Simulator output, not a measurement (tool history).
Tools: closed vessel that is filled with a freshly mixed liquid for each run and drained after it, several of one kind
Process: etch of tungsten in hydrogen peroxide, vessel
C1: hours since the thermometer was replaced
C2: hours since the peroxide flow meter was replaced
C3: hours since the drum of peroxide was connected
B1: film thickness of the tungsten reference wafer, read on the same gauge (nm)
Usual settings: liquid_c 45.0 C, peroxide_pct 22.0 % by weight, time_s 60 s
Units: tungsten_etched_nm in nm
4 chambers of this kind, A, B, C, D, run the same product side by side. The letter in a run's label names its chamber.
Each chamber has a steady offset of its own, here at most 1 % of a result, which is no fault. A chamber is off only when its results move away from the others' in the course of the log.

{"run": "1B", "day": 0.271, "liquid_c": 45.0, "peroxide_pct": 22.0, "time_s": 60, "C1": 1641.0, "C2": 663.3, "C3": 111.5, "B1": 50.009, "tungsten_etched_nm": 88.015}
{"run": "2D", "day": 0.771, "liquid_c": 45.0, "peroxide_pct": 22.0, "time_s": 60, "C1": 2060.1, "C2": 1561.2, "C3": 544.6, "B1": 50.007, "tungsten_etched_nm": 87.259}
{"run": "3C", "day": 1.121, "liquid_c": 45.0, "peroxide_pct": 22.0, "time_s": 60, "C1": 550.2, "C2": 1751.4, "C3": 1359.4, "B1": 49.987, "tungsten_etched_nm": 86.751}
{"day": 1.542, "done": "chamber C: new drum of peroxide connected"}
{"run": "4A", "day": 1.55, "liquid_c": 45.0, "peroxide_pct": 22.0, "time_s": 60, "C1": 1555.3, "C2": 907.8, "C3": 155.6, "B1": 49.982, "tungsten_etched_nm": 87.18}
{"run": "5C", "day": 1.796, "liquid_c": 45.0, "peroxide_pct": 27.5, "time_s": 80, "C1": 566.4, "C2": 1767.6, "C3": 6.1, "B1": 50.048, "tungsten_etched_nm": 128.84}
{"day": 1.946, "done": "chamber C: peroxide flow meter replaced"}
{"run": "6B", "day": 2.275, "liquid_c": 45.0, "peroxide_pct": 27.5, "time_s": 80, "C1": 1689.1, "C2": 711.4, "C3": 159.6, "B1": 49.974, "tungsten_etched_nm": 129.23}
{"run": "7D", "day": 2.567, "liquid_c": 45.0, "peroxide_pct": 27.5, "time_s": 80, "C1": 2103.2, "C2": 1604.3, "C3": 587.7, "B1": 49.985, "tungsten_etched_nm": 130.1}
{"run": "8A", "day": 2.938, "liquid_c": 45.0, "peroxide_pct": 27.5, "time_s": 80, "C1": 1588.6, "C2": 941.1, "C3": 188.9, "B1": 49.997, "tungsten_etched_nm": 129.81}
{"run": "9C", "day": 3.317, "liquid_c": 45.0, "peroxide_pct": 22.0, "time_s": 60, "C1": 602.9, "C2": 32.9, "C3": 42.6, "B1": 50.009, "tungsten_etched_nm": 85.867}
{"run": "10A", "day": 3.588, "liquid_c": 45.0, "peroxide_pct": 22.0, "time_s": 60, "C1": 1604.2, "C2": 956.7, "C3": 204.5, "B1": 49.94, "tungsten_etched_nm": 86.567}
{"run": "11B", "day": 3.808, "liquid_c": 45.0, "peroxide_pct": 22.0, "time_s": 60, "C1": 1725.9, "C2": 748.2, "C3": 196.4, "B1": 49.991, "tungsten_etched_nm": 87.454}
{"run": "12D", "day": 4.183, "liquid_c": 45.0, "peroxide_pct": 22.0, "time_s": 60, "C1": 2142.0, "C2": 1643.1, "C3": 626.5, "B1": 50.032, "tungsten_etched_nm": 86.064}
{"run": "13C", "day": 4.488, "liquid_c": 45.0, "peroxide_pct": 22.0, "time_s": 60, "C1": 631.0, "C2": 61.0, "C3": 70.7, "B1": 50.015, "tungsten_etched_nm": 86.728}
{"run": "14D", "day": 4.979, "liquid_c": 45.0, "peroxide_pct": 22.0, "time_s": 60, "C1": 2161.1, "C2": 1662.2, "C3": 645.6, "B1": 50.022, "tungsten_etched_nm": 87.663}
{"run": "15B", "day": 5.438, "liquid_c": 45.0, "peroxide_pct": 22.0, "time_s": 60, "C1": 1765.0, "C2": 787.3, "C3": 235.5, "B1": 49.988, "tungsten_etched_nm": 87.708}
{"run": "16A", "day": 5.658, "liquid_c": 45.0, "peroxide_pct": 22.0, "time_s": 60, "C1": 1653.9, "C2": 1006.4, "C3": 254.2, "B1": 50.025, "tungsten_etched_nm": 86.133}
{"day": 6.067, "done": "chamber D: peroxide flow meter replaced"}
{"run": "17D", "day": 6.112, "liquid_c": 45.0, "peroxide_pct": 22.0, "time_s": 60, "C1": 2188.3, "C2": 1.1, "C3": 672.8, "B1": 50.045, "tungsten_etched_nm": 87.906}
{"run": "18B", "day": 6.438, "liquid_c": 45.0, "peroxide_pct": 22.0, "time_s": 60, "C1": 1789.0, "C2": 811.3, "C3": 259.5, "B1": 49.95, "tungsten_etched_nm": 86.494}
{"run": "19A", "day": 6.921, "liquid_c": 45.0, "peroxide_pct": 22.0, "time_s": 60, "C1": 1684.2, "C2": 1036.7, "C3": 284.5, "B1": 49.992, "tungsten_etched_nm": 86.634}
{"day": 7.146, "done": "chamber D: new drum of peroxide connected"}
{"run": "20C", "day": 7.258, "liquid_c": 45.0, "peroxide_pct": 22.0, "time_s": 60, "C1": 697.5, "C2": 127.5, "C3": 137.2, "B1": 50.043, "tungsten_etched_nm": 86.549}
{"day": 7.312, "done": "chamber D: thermometer replaced"}
{"run": "21A", "day": 7.583, "liquid_c": 45.0, "peroxide_pct": 22.0, "time_s": 60, "C1": 1700.1, "C2": 1052.6, "C3": 300.4, "B1": 49.978, "tungsten_etched_nm": 86.996}
{"run": "22D", "day": 7.833, "liquid_c": 45.0, "peroxide_pct": 22.0, "time_s": 60, "C1": 12.5, "C2": 42.4, "C3": 16.6, "B1": 49.966, "tungsten_etched_nm": 87.315}
{"run": "23B", "day": 8.225, "liquid_c": 45.0, "peroxide_pct": 22.0, "time_s": 60, "C1": 1831.9, "C2": 854.2, "C3": 302.4, "B1": 49.992, "tungsten_etched_nm": 87.104}
{"run": "24C", "day": 8.512, "liquid_c": 45.0, "peroxide_pct": 22.0, "time_s": 60, "C1": 727.6, "C2": 157.6, "C3": 167.3, "B1": 49.985, "tungsten_etched_nm": 86.321}
{"run": "25B", "day": 8.879, "liquid_c": 51.5, "peroxide_pct": 22.0, "time_s": 60, "C1": 1847.6, "C2": 869.9, "C3": 318.1, "B1": 49.98, "tungsten_etched_nm": 128.2}
{"run": "26A", "day": 9.367, "liquid_c": 51.5, "peroxide_pct": 22.0, "time_s": 60, "C1": 1742.9, "C2": 1095.4, "C3": 343.2, "B1": 50.045, "tungsten_etched_nm": 128.29}
{"run": "27D", "day": 9.779, "liquid_c": 51.5, "peroxide_pct": 22.0, "time_s": 60, "C1": 59.2, "C2": 89.1, "C3": 63.3, "B1": 49.969, "tungsten_etched_nm": 131.24}
{"run": "28C", "day": 10.238, "liquid_c": 51.5, "peroxide_pct": 22.0, "time_s": 60, "C1": 769.0, "C2": 199.0, "C3": 208.7, "B1": 49.977, "tungsten_etched_nm": 129.45}
{"run": "29A", "day": 10.658, "liquid_c": 45.0, "peroxide_pct": 22.0, "time_s": 60, "C1": 1773.9, "C2": 1126.4, "C3": 374.2, "B1": 50.008, "tungsten_etched_nm": 86.435}
{"run": "30C", "day": 11.121, "liquid_c": 45.0, "peroxide_pct": 22.0, "time_s": 60, "C1": 790.2, "C2": 220.2, "C3": 229.9, "B1": 50.037, "tungsten_etched_nm": 87.429}
{"run": "31B", "day": 11.525, "liquid_c": 45.0, "peroxide_pct": 22.0, "time_s": 60, "C1": 1911.1, "C2": 933.4, "C3": 381.6, "B1": 49.983, "tungsten_etched_nm": 84.082}
{"day": 11.967, "done": "chamber B: new drum of peroxide connected"}
{"run": "32D", "day": 12.0, "liquid_c": 45.0, "peroxide_pct": 22.0, "time_s": 60, "C1": 112.5, "C2": 142.4, "C3": 116.6, "B1": 49.977, "tungsten_etched_nm": 87.623}
{"run": "33C", "day": 12.404, "liquid_c": 45.0, "peroxide_pct": 22.0, "time_s": 60, "C1": 821.0, "C2": 251.0, "C3": 260.7, "B1": 50.003, "tungsten_etched_nm": 86.672}
{"run": "34B", "day": 12.767, "liquid_c": 45.0, "peroxide_pct": 22.0, "time_s": 60, "C1": 1940.9, "C2": 963.2, "C3": 19.2, "B1": 50.021, "tungsten_etched_nm": 84.837}
{"run": "35A", "day": 13.083, "liquid_c": 45.0, "peroxide_pct": 22.0, "time_s": 60, "C1": 1832.1, "C2": 1184.6, "C3": 432.4, "B1": 49.986, "tungsten_etched_nm": 87.032}
{"run": "36D", "day": 13.512, "liquid_c": 45.0, "peroxide_pct": 22.0, "time_s": 60, "C1": 148.8, "C2": 178.7, "C3": 152.9, "B1": 50.024, "tungsten_etched_nm": 87.014}
{"run": "37D", "day": 13.867, "liquid_c": 45.0, "peroxide_pct": 22.0, "time_s": 60, "C1": 157.3, "C2": 187.2, "C3": 161.4, "B1": 49.991, "tungsten_etched_nm": 87.333}
{"run": "38A", "day": 14.142, "liquid_c": 45.0, "peroxide_pct": 22.0, "time_s": 60, "C1": 1857.5, "C2": 1210.0, "C3": 457.8, "B1": 49.969, "tungsten_etched_nm": 86.641}
{"run": "39B", "day": 14.633, "liquid_c": 45.0, "peroxide_pct": 22.0, "time_s": 70, "C1": 1985.7, "C2": 1008.0, "C3": 64.0, "B1": 49.999, "tungsten_etched_nm": 96.855}
{"run": "40C", "day": 15.1, "liquid_c": 45.0, "peroxide_pct": 22.0, "time_s": 70, "C1": 885.7, "C2": 315.7, "C3": 325.4, "B1": 50.002, "tungsten_etched_nm": 101.51}
{"run": "41A", "day": 15.338, "liquid_c": 45.0, "peroxide_pct": 22.0, "time_s": 70, "C1": 1886.2, "C2": 1238.7, "C3": 486.5, "B1": 50.024, "tungsten_etched_nm": 100.6}
{"run": "42C", "day": 15.588, "liquid_c": 45.0, "peroxide_pct": 22.0, "time_s": 70, "C1": 897.4, "C2": 327.4, "C3": 337.1, "B1": 49.984, "tungsten_etched_nm": 101.38}
{"run": "43B", "day": 15.988, "liquid_c": 45.0, "peroxide_pct": 22.0, "time_s": 60, "C1": 2018.2, "C2": 1040.5, "C3": 96.5, "B1": 49.975, "tungsten_etched_nm": 83.089}
{"run": "44D", "day": 16.4, "liquid_c": 45.0, "peroxide_pct": 22.0, "time_s": 30, "C1": 218.1, "C2": 248.0, "C3": 222.2, "B1": 49.958, "tungsten_etched_nm": 43.707}

All 4 chambers run these settings next. Forecast each chamber's results:
{"run": "45A", "day": 16.762, "liquid_c": 45.0, "peroxide_pct": 25.5, "time_s": 60, "tungsten_etched_nm": "?"}
{"run": "45B", "day": 16.762, "liquid_c": 45.0, "peroxide_pct": 25.5, "time_s": 60, "tungsten_etched_nm": "?"}
{"run": "45C", "day": 16.762, "liquid_c": 45.0, "peroxide_pct": 25.5, "time_s": 60, "tungsten_etched_nm": "?"}
{"run": "45D", "day": 16.762, "liquid_c": 45.0, "peroxide_pct": 25.5, "time_s": 60, "tungsten_etched_nm": "?"}

run=45A tungsten_etched_nm=92.840
run=45B tungsten_etched_nm=87.890
run=45C tungsten_etched_nm=93.624
run=45D tungsten_etched_nm=93.325
